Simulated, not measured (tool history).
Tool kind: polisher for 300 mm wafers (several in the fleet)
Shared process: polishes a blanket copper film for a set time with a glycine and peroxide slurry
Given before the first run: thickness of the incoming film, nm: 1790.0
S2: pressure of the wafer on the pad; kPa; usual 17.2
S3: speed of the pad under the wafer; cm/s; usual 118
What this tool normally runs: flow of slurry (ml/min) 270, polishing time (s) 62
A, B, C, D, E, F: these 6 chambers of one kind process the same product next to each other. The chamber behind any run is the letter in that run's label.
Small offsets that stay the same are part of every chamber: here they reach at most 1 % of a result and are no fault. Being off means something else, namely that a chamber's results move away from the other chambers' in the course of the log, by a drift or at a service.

run 1B hour=3.3 | flow_of_slurry_(ml/min)=270 S2=17.2 S3=118 polishing_time_(s)=62 | film_removed_(nm)=364.30
run 2A hour=5.7 | flow_of_slurry_(ml/min)=270 S2=17.2 S3=118 polishing_time_(s)=62 | film_removed_(nm)=353.85
run 3D hour=9.3 | flow_of_slurry_(ml/min)=270 S2=17.2 S3=118 polishing_time_(s)=62 | film_removed_(nm)=357.73
-- hour=11.4 chamber C: worn pad replaced by a new one
run 4F hour=12.7 | flow_of_slurry_(ml/min)=270 S2=17.2 S3=118 polishing_time_(s)=62 | film_removed_(nm)=360.09
run 5C hour=15.5 | flow_of_slurry_(ml/min)=270 S2=17.2 S3=118 polishing_time_(s)=62 | film_removed_(nm)=354.39
-- hour=18.4 chamber E: worn pad replaced by a new one
run 6E hour=19.2 | flow_of_slurry_(ml/min)=270 S2=17.2 S3=118 polishing_time_(s)=62 | film_removed_(nm)=348.80
run 7F hour=23.2 | flow_of_slurry_(ml/min)=270 S2=17.2 S3=118 polishing_time_(s)=62 | film_removed_(nm)=368.08
-- hour=23.3 chamber F: slurry nozzle cleaned
-- hour=23.4 chamber D: worn pad replaced by a new one
run 8B hour=25.3 | flow_of_slurry_(ml/min)=270 S2=17.2 S3=118 polishing_time_(s)=62 | film_removed_(nm)=360.01
run 9C hour=28.2 | flow_of_slurry_(ml/min)=270 S2=17.2 S3=118 polishing_time_(s)=62 | film_removed_(nm)=361.77
run 10D hour=30.9 | flow_of_slurry_(ml/min)=270 S2=17.2 S3=118 polishing_time_(s)=62 | film_removed_(nm)=359.38
-- hour=31.4 chamber A: worn pad replaced by a new one
-- hour=34.3 chamber A: slurry nozzle cleaned
run 11A hour=34.4 | flow_of_slurry_(ml/min)=270 S2=17.2 S3=118 polishing_time_(s)=62 | film_removed_(nm)=357.24
run 12E hour=38.3 | flow_of_slurry_(ml/min)=270 S2=17.2 S3=118 polishing_time_(s)=62 | film_removed_(nm)=344.85
run 13E hour=42.3 | flow_of_slurry_(ml/min)=270 S2=17.2 S3=118 polishing_time_(s)=62 | film_removed_(nm)=353.04
run 14D hour=45.8 | flow_of_slurry_(ml/min)=270 S2=17.2 S3=118 polishing_time_(s)=62 | film_removed_(nm)=356.28
run 15C hour=47.8 | flow_of_slurry_(ml/min)=270 S2=17.2 S3=118 polishing_time_(s)=62 | film_removed_(nm)=360.68
run 16A hour=50.2 | flow_of_slurry_(ml/min)=270 S2=17.2 S3=118 polishing_time_(s)=62 | film_removed_(nm)=351.12
run 17B hour=52.8 | flow_of_slurry_(ml/min)=270 S2=17.2 S3=118 polishing_time_(s)=62 | film_removed_(nm)=364.85
-- hour=54.0 chamber B: worn pad replaced by a new one
run 18F hour=55.5 | flow_of_slurry_(ml/min)=270 S2=17.2 S3=118 polishing_time_(s)=62 | film_removed_(nm)=365.14
run 19D hour=58.8 | flow_of_slurry_(ml/min)=270 S2=17.2 S3=118 polishing_time_(s)=62 | film_removed_(nm)=352.97
run 20C hour=62.2 | flow_of_slurry_(ml/min)=270 S2=17.2 S3=118 polishing_time_(s)=62 | film_removed_(nm)=361.37
run 21E hour=65.9 | flow_of_slurry_(ml/min)=300 S2=20.7 S3=118 polishing_time_(s)=62 | film_removed_(nm)=417.16
run 22B hour=68.8 | flow_of_slurry_(ml/min)=300 S2=20.7 S3=118 polishing_time_(s)=62 | film_removed_(nm)=423.73
run 23F hour=71.1 | flow_of_slurry_(ml/min)=300 S2=20.7 S3=118 polishing_time_(s)=62 | film_removed_(nm)=422.93
run 24A hour=73.3 | flow_of_slurry_(ml/min)=300 S2=20.7 S3=118 polishing_time_(s)=62 | film_removed_(nm)=419.90
run 25D hour=76.8 | flow_of_slurry_(ml/min)=300 S2=20.7 S3=118 polishing_time_(s)=62 | film_removed_(nm)=421.22
run 26C hour=80.9 | flow_of_slurry_(ml/min)=300 S2=20.7 S3=118 polishing_time_(s)=62 | film_removed_(nm)=423.30
run 27A hour=84.1 | flow_of_slurry_(ml/min)=270 S2=17.2 S3=118 polishing_time_(s)=62 | film_removed_(nm)=355.32
run 28B hour=86.7 | flow_of_slurry_(ml/min)=270 S2=17.2 S3=118 polishing_time_(s)=62 | film_removed_(nm)=360.19
run 29F hour=89.4 | flow_of_slurry_(ml/min)=270 S2=17.2 S3=118 polishing_time_(s)=62 | film_removed_(nm)=345.36
run 30E hour=92.1 | flow_of_slurry_(ml/min)=270 S2=17.2 S3=118 polishing_time_(s)=62 | film_removed_(nm)=351.44
run 31D hour=94.9 | flow_of_slurry_(ml/min)=270 S2=17.2 S3=118 polishing_time_(s)=62 | film_removed_(nm)=363.04
-- hour=96.2 chamber D: worn pad replaced by a new one
run 32F hour=97.7 | flow_of_slurry_(ml/min)=270 S2=17.2 S3=118 polishing_time_(s)=62 | film_removed_(nm)=340.86
run 33B hour=100.2 | flow_of_slurry_(ml/min)=270 S2=17.2 S3=118 polishing_time_(s)=62 | film_removed_(nm)=361.35
-- hour=100.8 chamber D: head pressure recalibrated
run 34E hour=103.9 | flow_of_slurry_(ml/min)=270 S2=17.2 S3=118 polishing_time_(s)=62 | film_removed_(nm)=353.93
run 35A hour=106.2 | flow_of_slurry_(ml/min)=270 S2=17.2 S3=118 polishing_time_(s)=62 | film_removed_(nm)=357.26
run 36C hour=110.4 | flow_of_slurry_(ml/min)=270 S2=17.2 S3=118 polishing_time_(s)=62 | film_removed_(nm)=350.03
run 37C hour=112.6 | flow_of_slurry_(ml/min)=270 S2=17.2 S3=132 polishing_time_(s)=62 | film_removed_(nm)=389.99
run 38F hour=116.6 | flow_of_slurry_(ml/min)=270 S2=17.2 S3=132 polishing_time_(s)=62 | film_removed_(nm)=365.08
run 39A hour=118.5 | flow_of_slurry_(ml/min)=270 S2=17.2 S3=132 polishing_time_(s)=62 | film_removed_(nm)=393.39
run 40E hour=122.2 | flow_of_slurry_(ml/min)=270 S2=17.2 S3=132 polishing_time_(s)=62 | film_removed_(nm)=387.61
run 41D hour=124.1 | flow_of_slurry_(ml/min)=270 S2=17.2 S3=132 polishing_time_(s)=62 | film_removed_(nm)=389.89
run 42B hour=127.4 | flow_of_slurry_(ml/min)=270 S2=17.2 S3=132 polishing_time_(s)=62 | film_removed_(nm)=402.15

The same settings go to every chamber for the next run, one line per chamber below. Forecast the results for each:
run 43A hour=130.5 | flow_of_slurry_(ml/min)=270 S2=17.2 S3=118 polishing_time_(s)=62 | film_removed_(nm)=?
run 43B hour=130.5 | flow_of_slurry_(ml/min)=270 S2=17.2 S3=118 polishing_time_(s)=62 | film_removed_(nm)=?
run 43C hour=130.5 | flow_of_slurry_(ml/min)=270 S2=17.2 S3=118 polishing_time_(s)=62 | film_removed_(nm)=?
run 43D hour=130.5 | flow_of_slurry_(ml/min)=270 S2=17.2 S3=118 polishing_time_(s)=62 | film_removed_(nm)=?
run 43E hour=130.5 | flow_of_slurry_(ml/min)=270 S2=17.2 S3=118 polishing_time_(s)=62 | film_removed_(nm)=?
run 43F hour=130.5 | flow_of_slurry_(ml/min)=270 S2=17.2 S3=118 polishing_time_(s)=62 | film_removed_(nm)=?

run=43A film_removed_(nm)=356.38
run=43B film_removed_(nm)=362.13
run=43C film_removed_(nm)=355.36
run=43D film_removed_(nm)=358.76
run=43E film_removed_(nm)=350.75
run=43F film_removed_(nm)=324.87

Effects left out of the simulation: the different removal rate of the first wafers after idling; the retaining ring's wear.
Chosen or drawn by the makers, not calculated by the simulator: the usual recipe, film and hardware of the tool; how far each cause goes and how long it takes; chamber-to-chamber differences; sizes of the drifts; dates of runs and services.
